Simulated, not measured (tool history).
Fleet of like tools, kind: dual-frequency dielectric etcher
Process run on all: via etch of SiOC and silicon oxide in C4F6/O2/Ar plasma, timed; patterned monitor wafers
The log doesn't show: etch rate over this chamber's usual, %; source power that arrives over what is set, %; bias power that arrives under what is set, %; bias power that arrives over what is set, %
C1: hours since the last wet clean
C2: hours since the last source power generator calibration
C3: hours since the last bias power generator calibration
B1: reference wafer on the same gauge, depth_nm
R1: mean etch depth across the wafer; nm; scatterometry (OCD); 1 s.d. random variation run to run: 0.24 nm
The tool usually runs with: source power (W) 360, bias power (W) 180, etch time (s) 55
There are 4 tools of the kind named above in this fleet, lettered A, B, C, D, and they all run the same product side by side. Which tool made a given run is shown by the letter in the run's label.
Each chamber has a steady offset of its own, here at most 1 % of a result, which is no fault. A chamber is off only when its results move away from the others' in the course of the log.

{"run": "1A", "day": 0.288, "source power (W)": 360, "bias power (W)": 180, "etch time (s)": 55, "C1": 514.1, "C2": 2109.4, "C3": 460.1, "B1": 56.553, "R1": 59.608}
{"run": "2B", "day": 0.538, "source power (W)": 360, "bias power (W)": 180, "etch time (s)": 55, "C1": 456.9, "C2": 3854.8, "C3": 867.3, "B1": 56.646, "R1": 59.687}
{"run": "3D", "day": 0.767, "source power (W)": 360, "bias power (W)": 180, "etch time (s)": 55, "C1": 23.9, "C2": 1196.3, "C3": 899.1, "B1": 56.643, "R1": 59.551}
{"day": 0.875, "done": "chamber B: wet clean of the chamber"}
{"run": "4C", "day": 1.046, "source power (W)": 360, "bias power (W)": 180, "etch time (s)": 55, "C1": 434.8, "C2": 525.2, "C3": 2000.2, "B1": 56.661, "R1": 60.094}
{"run": "5C", "day": 1.304, "source power (W)": 360, "bias power (W)": 180, "etch time (s)": 55, "C1": 441, "C2": 531.4, "C3": 2006.4, "B1": 56.589, "R1": 59.871}
{"run": "6B", "day": 1.558, "source power (W)": 360, "bias power (W)": 193, "etch time (s)": 55, "C1": 16.5, "C2": 3879.3, "C3": 891.8, "B1": 56.596, "R1": 60.461}
{"run": "7D", "day": 1.833, "source power (W)": 360, "bias power (W)": 193, "etch time (s)": 55, "C1": 49.5, "C2": 1221.9, "C3": 924.7, "B1": 56.629, "R1": 60.512}
{"run": "8A", "day": 2.096, "source power (W)": 360, "bias power (W)": 193, "etch time (s)": 55, "C1": 557.5, "C2": 2152.8, "C3": 503.5, "B1": 56.654, "R1": 61.158}
{"run": "9C", "day": 2.342, "source power (W)": 360, "bias power (W)": 193, "etch time (s)": 55, "C1": 465.9, "C2": 556.3, "C3": 2031.3, "B1": 56.628, "R1": 60.765}
{"run": "10A", "day": 2.521, "source power (W)": 360, "bias power (W)": 180, "etch time (s)": 55, "C1": 567.7, "C2": 2163, "C3": 513.7, "B1": 56.656, "R1": 59.909}
{"run": "11B", "day": 2.804, "source power (W)": 360, "bias power (W)": 180, "etch time (s)": 55, "C1": 46.4, "C2": 3909.2, "C3": 921.7, "B1": 56.601, "R1": 59.525}
{"day": 2.896, "done": "chamber C: wet clean of the chamber"}
{"run": "12D", "day": 3.008, "source power (W)": 360, "bias power (W)": 180, "etch time (s)": 55, "C1": 77.7, "C2": 1250.1, "C3": 952.9, "B1": 56.62, "R1": 59.495}
{"day": 3.158, "done": "chamber A: wet clean of the chamber"}
{"run": "13D", "day": 3.204, "source power (W)": 360, "bias power (W)": 180, "etch time (s)": 55, "C1": 82.4, "C2": 1254.8, "C3": 957.6, "B1": 56.572, "R1": 59.422}
{"run": "14B", "day": 3.483, "source power (W)": 360, "bias power (W)": 180, "etch time (s)": 55, "C1": 62.7, "C2": 3925.5, "C3": 938, "B1": 56.6, "R1": 59.628}
{"run": "15A", "day": 3.7, "source power (W)": 360, "bias power (W)": 180, "etch time (s)": 55, "C1": 13, "C2": 2191.3, "C3": 542, "B1": 56.577, "R1": 59.76}
{"run": "16C", "day": 3.938, "source power (W)": 360, "bias power (W)": 180, "etch time (s)": 55, "C1": 25, "C2": 594.6, "C3": 2069.6, "B1": 56.609, "R1": 59.681}
{"run": "17C", "day": 4.2, "source power (W)": 360, "bias power (W)": 180, "etch time (s)": 55, "C1": 31.3, "C2": 600.9, "C3": 2075.9, "B1": 56.552, "R1": 59.593}
{"run": "18D", "day": 4.525, "source power (W)": 360, "bias power (W)": 180, "etch time (s)": 55, "C1": 114.1, "C2": 1286.5, "C3": 989.3, "B1": 56.541, "R1": 59.756}
{"run": "19A", "day": 4.821, "source power (W)": 360, "bias power (W)": 180, "etch time (s)": 55, "C1": 39.9, "C2": 2218.2, "C3": 568.9, "B1": 56.645, "R1": 59.88}
{"run": "20B", "day": 5.0, "source power (W)": 360, "bias power (W)": 180, "etch time (s)": 55, "C1": 99.1, "C2": 3961.9, "C3": 974.4, "B1": 56.61, "R1": 59.731}
{"run": "21D", "day": 5.167, "source power (W)": 360, "bias power (W)": 180, "etch time (s)": 55, "C1": 129.5, "C2": 1301.9, "C3": 1004.7, "B1": 56.545, "R1": 59.128}
{"run": "22C", "day": 5.354, "source power (W)": 360, "bias power (W)": 180, "etch time (s)": 55, "C1": 59, "C2": 628.6, "C3": 2103.6, "B1": 56.583, "R1": 59.795}
{"run": "23B", "day": 5.533, "source power (W)": 360, "bias power (W)": 180, "etch time (s)": 55, "C1": 111.9, "C2": 3974.7, "C3": 987.2, "B1": 56.589, "R1": 59.337}
{"run": "24A", "day": 5.754, "source power (W)": 360, "bias power (W)": 221, "etch time (s)": 55, "C1": 62.3, "C2": 2240.6, "C3": 591.3, "B1": 56.564, "R1": 63.949}
{"run": "25C", "day": 5.958, "source power (W)": 360, "bias power (W)": 221, "etch time (s)": 55, "C1": 73.5, "C2": 643.1, "C3": 2118.1, "B1": 56.614, "R1": 63.726}
{"run": "26B", "day": 6.133, "source power (W)": 360, "bias power (W)": 221, "etch time (s)": 55, "C1": 126.3, "C2": 3989.1, "C3": 1001.6, "B1": 56.521, "R1": 63.366}
{"run": "27A", "day": 6.308, "source power (W)": 360, "bias power (W)": 221, "etch time (s)": 55, "C1": 75.6, "C2": 2253.9, "C3": 604.6, "B1": 56.596, "R1": 63.982}
{"run": "28D", "day": 6.625, "source power (W)": 360, "bias power (W)": 180, "etch time (s)": 55, "C1": 164.5, "C2": 1336.9, "C3": 1039.7, "B1": 56.619, "R1": 59.055}
{"run": "29A", "day": 6.825, "source power (W)": 360, "bias power (W)": 180, "etch time (s)": 55, "C1": 88, "C2": 2266.3, "C3": 617, "B1": 56.628, "R1": 59.874}
{"run": "30C", "day": 7.021, "source power (W)": 360, "bias power (W)": 166, "etch time (s)": 45.5, "C1": 99, "C2": 668.6, "C3": 2143.6, "B1": 56.602, "R1": 48.302}
{"run": "31B", "day": 7.242, "source power (W)": 360, "bias power (W)": 166, "etch time (s)": 45.5, "C1": 152.9, "C2": 4015.7, "C3": 1028.2, "B1": 56.555, "R1": 48.115}
{"run": "32D", "day": 7.45, "source power (W)": 360, "bias power (W)": 166, "etch time (s)": 45.5, "C1": 184.3, "C2": 1356.7, "C3": 1059.5, "B1": 56.579, "R1": 47.941}
{"run": "33C", "day": 7.712, "source power (W)": 360, "bias power (W)": 166, "etch time (s)": 45.5, "C1": 115.6, "C2": 685.2, "C3": 2160.2, "B1": 56.592, "R1": 47.764}
{"run": "34D", "day": 7.958, "source power (W)": 360, "bias power (W)": 180, "etch time (s)": 55, "C1": 196.5, "C2": 1368.9, "C3": 1071.7, "B1": 56.596, "R1": 59.253}

Next, every chamber runs the same settings. What will each give?
{"run": "35A", "day": 8.192, "source power (W)": 290, "bias power (W)": 180, "etch time (s)": 55, "R1": "?"}
{"run": "35B", "day": 8.192, "source power (W)": 290, "bias power (W)": 180, "etch time (s)": 55, "R1": "?"}
{"run": "35C", "day": 8.192, "source power (W)": 290, "bias power (W)": 180, "etch time (s)": 55, "R1": "?"}
{"run": "35D", "day": 8.192, "source power (W)": 290, "bias power (W)": 180, "etch time (s)": 55, "R1": "?"}

run=35A R1=55.084
run=35B R1=54.711
run=35C R1=54.859
run=35D R1=54.624
